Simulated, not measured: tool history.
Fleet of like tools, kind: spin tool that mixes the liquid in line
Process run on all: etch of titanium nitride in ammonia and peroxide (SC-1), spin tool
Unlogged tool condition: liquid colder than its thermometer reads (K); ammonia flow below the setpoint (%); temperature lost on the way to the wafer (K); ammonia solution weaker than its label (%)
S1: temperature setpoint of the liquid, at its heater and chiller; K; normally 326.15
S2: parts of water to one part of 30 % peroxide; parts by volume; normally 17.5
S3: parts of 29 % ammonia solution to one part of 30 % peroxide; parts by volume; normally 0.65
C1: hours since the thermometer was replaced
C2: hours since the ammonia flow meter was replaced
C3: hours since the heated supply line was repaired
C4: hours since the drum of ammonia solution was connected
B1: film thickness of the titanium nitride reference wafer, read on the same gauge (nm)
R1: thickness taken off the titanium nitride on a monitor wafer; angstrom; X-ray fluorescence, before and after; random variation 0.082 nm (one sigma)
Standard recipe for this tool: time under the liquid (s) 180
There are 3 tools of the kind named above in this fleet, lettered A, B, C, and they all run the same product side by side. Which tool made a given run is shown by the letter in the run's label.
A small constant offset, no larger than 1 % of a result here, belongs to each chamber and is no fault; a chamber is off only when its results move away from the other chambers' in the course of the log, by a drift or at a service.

Run 1C, hour 3.2: usual settings; C1 1323.6; C2 145.9; C3 819.4; C4 160.7; B1 30.013. Result: R1 104.420 angstrom.
Run 2A, hour 8.7: usual settings; C1 1220.7; C2 1045.2; C3 1377.6; C4 363.9; B1 30.041. Result: R1 104.240 angstrom.
Run 3B, hour 11.8: usual settings; C1 322.1; C2 1002.9; C3 1384.2; C4 25.2; B1 29.961. Result: R1 104.450 angstrom.
Run 4C, hour 16.9: usual settings; C1 1337.3; C2 159.6; C3 833.1; C4 174.4; B1 30.031. Result: R1 103.180 angstrom.
Run 5A, hour 21.0: usual settings; C1 1233.0; C2 1057.5; C3 1389.9; C4 376.2; B1 29.963. Result: R1 103.490 angstrom.
Run 6B, hour 26.0: usual settings; C1 336.3; C2 1017.1; C3 1398.4; C4 39.4; B1 29.996. Result: R1 104.470 angstrom.
Run 7A, hour 29.9: usual settings; C1 1241.9; C2 1066.4; C3 1398.8; C4 385.1; B1 29.979. Result: R1 103.850 angstrom.
Run 8B, hour 33.0: usual settings but S1 319.65 K, time under the liquid (s) 120; C1 343.3; C2 1024.1; C3 1405.4; C4 46.4; B1 30.019. Result: R1 43.113 angstrom.
Run 9C, hour 37.6: usual settings but S1 319.65 K, time under the liquid (s) 120; C1 1358.0; C2 180.3; C3 853.8; C4 195.1; B1 29.973. Result: R1 44.743 angstrom.
Run 10C, hour 43.4: usual settings but S1 319.65 K, time under the liquid (s) 120; C1 1363.8; C2 186.1; C3 859.6; C4 200.9; B1 29.938. Result: R1 44.129 angstrom.
Run 11B, hour 48.9: usual settings; C1 359.2; C2 1040.0; C3 1421.3; C4 62.3; B1 30.005. Result: R1 101.610 angstrom.
Run 12A, hour 52.9: usual settings; C1 1264.9; C2 1089.4; C3 1421.8; C4 408.1; B1 29.944. Result: R1 103.710 angstrom.
Run 13A, hour 57.9: usual settings; C1 1269.9; C2 1094.4; C3 1426.8; C4 413.1; B1 29.963. Result: R1 105.190 angstrom.
Run 14B, hour 63.2: usual settings but S1 330.65 K; C1 373.5; C2 1054.3; C3 1435.6; C4 76.6; B1 30.006. Result: R1 140.340 angstrom.
Run 15C, hour 68.2: usual settings but S1 330.65 K; C1 1388.6; C2 210.9; C3 884.4; C4 225.7; B1 30.000. Result: R1 140.760 angstrom.
Run 16C, hour 73.4: usual settings but S1 330.65 K; C1 1393.8; C2 216.1; C3 889.6; C4 230.9; B1 29.963. Result: R1 140.770 angstrom.
Run 17A, hour 77.9: usual settings; C1 1289.9; C2 1114.4; C3 1446.8; C4 433.1; B1 30.015. Result: R1 103.380 angstrom.
Run 18B, hour 83.9: usual settings; C1 394.2; C2 1075.0; C3 1456.3; C4 97.3; B1 29.993. Result: R1 100.090 angstrom.
Run 19C, hour 89.7: usual settings; C1 1410.1; C2 232.4; C3 905.9; C4 247.2; B1 29.971. Result: R1 104.490 angstrom.
Run 20A, hour 94.2: usual settings; C1 1306.2; C2 1130.7; C3 1463.1; C4 449.4; B1 30.018. Result: R1 102.740 angstrom.
Run 21B, hour 97.6: usual settings; C1 407.9; C2 1088.7; C3 1470.0; C4 111.0; B1 30.025. Result: R1 98.638 angstrom.
Run 22B, hour 103.1: usual settings; C1 413.4; C2 1094.2; C3 1475.5; C4 116.5; B1 30.033. Result: R1 100.910 angstrom.
Run 23A, hour 106.7: usual settings; C1 1318.7; C2 1143.2; C3 1475.6; C4 461.9; B1 29.979. Result: R1 102.110 angstrom.
Run 24C, hour 111.0: usual settings; C1 1431.4; C2 253.7; C3 927.2; C4 268.5; B1 29.985. Result: R1 104.530 angstrom.
Run 25C, hour 116.9: usual settings; C1 1437.3; C2 259.6; C3 933.1; C4 274.4; B1 30.017. Result: R1 104.160 angstrom.
Run 26B, hour 122.6: usual settings; C1 432.9; C2 1113.7; C3 1495.0; C4 136.0; B1 29.989. Result: R1 99.695 angstrom.
Run 27A, hour 125.9: usual settings; C1 1337.9; C2 1162.4; C3 1494.8; C4 481.1; B1 30.001. Result: R1 103.910 angstrom.
Run 28B, hour 130.2: usual settings; C1 440.5; C2 1121.3; C3 1502.6; C4 143.6; B1 30.001. Result: R1 99.020 angstrom.
Run 29A, hour 135.9: usual settings; C1 1347.9; C2 1172.4; C3 1504.8; C4 491.1; B1 30.026. Result: R1 102.870 angstrom.
Run 30C, hour 139.9: usual settings but time under the liquid (s) 260; C1 1460.3; C2 282.6; C3 956.1; C4 297.4; B1 30.001. Result: R1 150.130 angstrom.
Run 31C, hour 144.3: usual settings but time under the liquid (s) 260; C1 1464.7; C2 287.0; C3 960.5; C4 301.8; B1 29.994. Result: R1 151.750 angstrom.
Run 32B, hour 150.4: usual settings but time under the liquid (s) 260; C1 460.7; C2 1141.5; C3 1522.8; C4 163.8; B1 30.028. Result: R1 142.590 angstrom.
Run 33A, hour 154.5: usual settings; C1 1366.5; C2 1191.0; C3 1523.4; C4 509.7; B1 29.974. Result: R1 103.100 angstrom.
Run 34C, hour 160.2: usual settings; C1 1480.6; C2 302.9; C3 976.4; C4 317.7; B1 29.984. Result: R1 104.470 angstrom.
Run 35A, hour 165.9: usual settings; C1 1377.9; C2 1202.4; C3 1534.8; C4 521.1; B1 30.055. Result: R1 104.770 angstrom.
Run 36B, hour 170.9: usual settings; C1 481.2; C2 1162.0; C3 1543.3; C4 184.3; B1 29.988. Result: R1 95.285 angstrom.
Run 37C, hour 177.3: usual settings; C1 1497.7; C2 320.0; C3 993.5; C4 334.8; B1 30.020. Result: R1 103.920 angstrom.

For the next run the whole fleet of 3 chambers uses the same settings. Give each chamber's results:
Run 38A, hour 181.9: usual settings. Result: R1 ?.
Run 38B, hour 181.9: usual settings. Result: R1 ?.
Run 38C, hour 181.9: usual settings. Result: R1 ?.

run       R1
38A  104.710
38B   94.560
38C  104.390
